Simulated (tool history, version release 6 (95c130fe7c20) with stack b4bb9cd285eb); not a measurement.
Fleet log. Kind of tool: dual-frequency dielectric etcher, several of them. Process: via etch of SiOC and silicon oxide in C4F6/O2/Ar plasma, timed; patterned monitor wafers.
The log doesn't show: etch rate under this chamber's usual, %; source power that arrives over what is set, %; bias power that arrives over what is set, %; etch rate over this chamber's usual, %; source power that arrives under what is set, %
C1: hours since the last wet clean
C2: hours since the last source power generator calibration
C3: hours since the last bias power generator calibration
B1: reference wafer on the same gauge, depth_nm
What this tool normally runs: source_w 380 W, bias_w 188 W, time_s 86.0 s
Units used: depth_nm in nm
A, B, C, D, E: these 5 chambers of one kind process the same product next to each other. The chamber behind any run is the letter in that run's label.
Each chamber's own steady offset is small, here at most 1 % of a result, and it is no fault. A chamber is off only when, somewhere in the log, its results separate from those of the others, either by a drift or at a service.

run 1B hour=4.1 | source_w=380 bias_w=188 time_s=86.0 | C1=105.2 C2=1982.9 C3=156.1 | B1=115.01 | depth_nm=97.115
run 2C hour=6.1 | source_w=380 bias_w=188 time_s=86.0 | C1=147.6 C2=3515.6 C3=1695.0 | B1=114.96 | depth_nm=96.936
run 3E hour=8.1 | source_w=380 bias_w=188 time_s=86.0 | C1=250.0 C2=3355.5 C3=2181.3 | B1=115.08 | depth_nm=96.915
run 4A hour=11.4 | source_w=380 bias_w=188 time_s=86.0 | C1=142.9 C2=714.0 C3=3063.5 | B1=115.08 | depth_nm=97.622
run 5D hour=14.3 | source_w=380 bias_w=188 time_s=86.0 | C1=103.3 C2=1822.6 C3=2400.2 | B1=115.03 | depth_nm=97.403
run 6B hour=17.4 | source_w=380 bias_w=188 time_s=86.0 | C1=118.5 C2=1996.2 C3=169.4 | B1=114.99 | depth_nm=98.150
run 7E hour=21.3 | source_w=380 bias_w=188 time_s=86.0 | C1=263.2 C2=3368.7 C3=2194.5 | B1=115.05 | depth_nm=96.813
run 8C hour=24.8 | source_w=380 bias_w=188 time_s=86.0 | C1=166.3 C2=3534.3 C3=1713.7 | B1=114.98 | depth_nm=96.759
run 9A hour=26.9 | source_w=380 bias_w=188 time_s=86.0 | C1=158.4 C2=729.5 C3=3079.0 | B1=114.98 | depth_nm=97.642
run 10D hour=29.4 | source_w=380 bias_w=188 time_s=86.0 | C1=118.4 C2=1837.7 C3=2415.3 | B1=114.98 | depth_nm=97.795
run 11E hour=32.9 | source_w=380 bias_w=188 time_s=86.0 | C1=274.8 C2=3380.3 C3=2206.1 | B1=114.88 | depth_nm=96.804
run 12C hour=37.0 | source_w=380 bias_w=188 time_s=86.0 | C1=178.5 C2=3546.5 C3=1725.9 | B1=114.99 | depth_nm=97.573
run 13A hour=40.3 | source_w=380 bias_w=188 time_s=86.0 | C1=171.8 C2=742.9 C3=3092.4 | B1=115.05 | depth_nm=97.157
run 14D hour=43.8 | source_w=380 bias_w=160 time_s=72.0 | C1=132.8 C2=1852.1 C3=2429.7 | B1=115.05 | depth_nm=77.524
run 15B hour=47.2 | source_w=380 bias_w=160 time_s=72.0 | C1=148.3 C2=2026.0 C3=199.2 | B1=115.01 | depth_nm=77.905
run 16C hour=49.3 | source_w=380 bias_w=160 time_s=72.0 | C1=190.8 C2=3558.8 C3=1738.2 | B1=114.91 | depth_nm=77.452
run 17D hour=51.2 | source_w=380 bias_w=160 time_s=72.0 | C1=140.2 C2=1859.5 C3=2437.1 | B1=115.14 | depth_nm=77.637
run 18A hour=54.0 | source_w=380 bias_w=160 time_s=72.0 | C1=185.5 C2=756.6 C3=3106.1 | B1=115.02 | depth_nm=76.933
run 19B hour=58.1 | source_w=380 bias_w=188 time_s=86.0 | C1=159.2 C2=2036.9 C3=210.1 | B1=114.95 | depth_nm=97.851
run 20E hour=61.0 | source_w=380 bias_w=188 time_s=86.0 | C1=302.9 C2=3408.4 C3=2234.2 | B1=115.08 | depth_nm=97.266
run 21A hour=63.6 | source_w=380 bias_w=188 time_s=86.0 | C1=195.1 C2=766.2 C3=3115.7 | B1=115.02 | depth_nm=97.646
run 22B hour=66.2 | source_w=380 bias_w=188 time_s=86.0 | C1=167.3 C2=2045.0 C3=218.2 | B1=114.95 | depth_nm=97.521
run 23D hour=69.4 | source_w=380 bias_w=188 time_s=86.0 | C1=158.4 C2=1877.7 C3=2455.3 | B1=115.07 | depth_nm=97.167
run 24E hour=73.7 | source_w=380 bias_w=188 time_s=86.0 | C1=315.6 C2=3421.1 C3=2246.9 | B1=114.92 | depth_nm=97.030
run 25C hour=75.7 | source_w=380 bias_w=188 time_s=86.0 | C1=217.2 C2=3585.2 C3=1764.6 | B1=114.98 | depth_nm=97.118
run 26A hour=79.2 | source_w=380 bias_w=188 time_s=86.0 | C1=210.7 C2=781.8 C3=3131.3 | B1=114.98 | depth_nm=97.284
run 27C hour=82.9 | source_w=300 bias_w=188 time_s=101.5 | C1=224.4 C2=3592.4 C3=1771.8 | B1=115.02 | depth_nm=105.420
run 28D hour=86.9 | source_w=300 bias_w=188 time_s=101.5 | C1=175.9 C2=1895.2 C3=2472.8 | B1=115.04 | depth_nm=104.660
-- hour=87.1 chamber C: bias power generator calibrated
run 29B hour=89.3 | source_w=300 bias_w=188 time_s=101.5 | C1=190.4 C2=2068.1 C3=241.3 | B1=114.94 | depth_nm=106.320
run 30E hour=92.3 | source_w=300 bias_w=188 time_s=101.5 | C1=334.2 C2=3439.7 C3=2265.5 | B1=115.00 | depth_nm=105.010
run 31E hour=95.8 | source_w=300 bias_w=188 time_s=101.5 | C1=337.7 C2=3443.2 C3=2269.0 | B1=115.03 | depth_nm=104.350
run 32D hour=99.2 | source_w=380 bias_w=188 time_s=86.0 | C1=188.2 C2=1907.5 C3=2485.1 | B1=114.97 | depth_nm=97.480
run 33C hour=102.9 | source_w=380 bias_w=188 time_s=86.0 | C1=244.4 C2=3612.4 C3=15.9 | B1=114.87 | depth_nm=97.012
run 34A hour=106.7 | source_w=470 bias_w=188 time_s=86.0 | C1=238.2 C2=809.3 C3=3158.8 | B1=114.93 | depth_nm=105.230
run 35B hour=109.8 | source_w=470 bias_w=188 time_s=86.0 | C1=210.9 C2=2088.6 C3=261.8 | B1=114.99 | depth_nm=108.330
run 36C hour=112.4 | source_w=470 bias_w=188 time_s=86.0 | C1=253.9 C2=3621.9 C3=25.4 | B1=115.06 | depth_nm=105.390
run 37E hour=115.5 | source_w=470 bias_w=188 time_s=86.0 | C1=357.4 C2=3462.9 C3=2288.7 | B1=114.93 | depth_nm=105.160
run 38A hour=119.2 | source_w=470 bias_w=188 time_s=86.0 | C1=250.7 C2=821.8 C3=3171.3 | B1=115.02 | depth_nm=105.580
run 39D hour=121.7 | source_w=380 bias_w=188 time_s=86.0 | C1=210.7 C2=1930.0 C3=2507.6 | B1=114.93 | depth_nm=97.574
run 40B hour=125.6 | source_w=380 bias_w=188 time_s=86.0 | C1=226.7 C2=2104.4 C3=277.6 | B1=114.93 | depth_nm=99.615
run 41A hour=128.9 | source_w=380 bias_w=188 time_s=86.0 | C1=260.4 C2=831.5 C3=3181.0 | B1=115.00 | depth_nm=97.351
run 42E hour=131.0 | source_w=380 bias_w=188 time_s=86.0 | C1=372.9 C2=3478.4 C3=2304.2 | B1=114.91 | depth_nm=96.984
run 43B hour=133.7 | source_w=380 bias_w=188 time_s=86.0 | C1=234.8 C2=2112.5 C3=285.7 | B1=115.09 | depth_nm=100.150

Which is it: a chamber that has drifted or been left off by a service, a gauge drift common to all chambers, or only each chamber's usual small offset? If a chamber is off, name it and its likeliest cause.

One chamber, B, drifts off from the rest bit by bit.
Most likely cause: etch rate over this chamber's usual, % = 2.92.

Below are 4 candidate recipes for chamber B's next run, each the usual settings with a change, their results shown as question marks. Which of them brings B's results back in line with what the other chambers give on the usual settings?
Counts as in line when no further than this from what the other chambers average on the usual settings: depth_nm 1.100 nm
run 44B-1 hour=136.9 | source_w=380 bias_w=188 time_s=87.0 | depth_nm=?
run 44B-2 hour=136.9 | source_w=380 bias_w=187 time_s=83.5 | depth_nm=?
run 44B-3 hour=136.9 | source_w=410 bias_w=188 time_s=86.0 | depth_nm=?
run 44B-4 hour=136.9 | source_w=370 bias_w=188 time_s=86.0 | depth_nm=?

What the other chambers average on the usual settings: depth_nm 97.130 nm
run=44B-1 depth_nm=101.550
run=44B-2 depth_nm=97.299
run=44B-3 depth_nm=103.410
run=44B-4 depth_nm=99.342
44B-2 is the one that brings the chamber's results back in line with the other chambers.

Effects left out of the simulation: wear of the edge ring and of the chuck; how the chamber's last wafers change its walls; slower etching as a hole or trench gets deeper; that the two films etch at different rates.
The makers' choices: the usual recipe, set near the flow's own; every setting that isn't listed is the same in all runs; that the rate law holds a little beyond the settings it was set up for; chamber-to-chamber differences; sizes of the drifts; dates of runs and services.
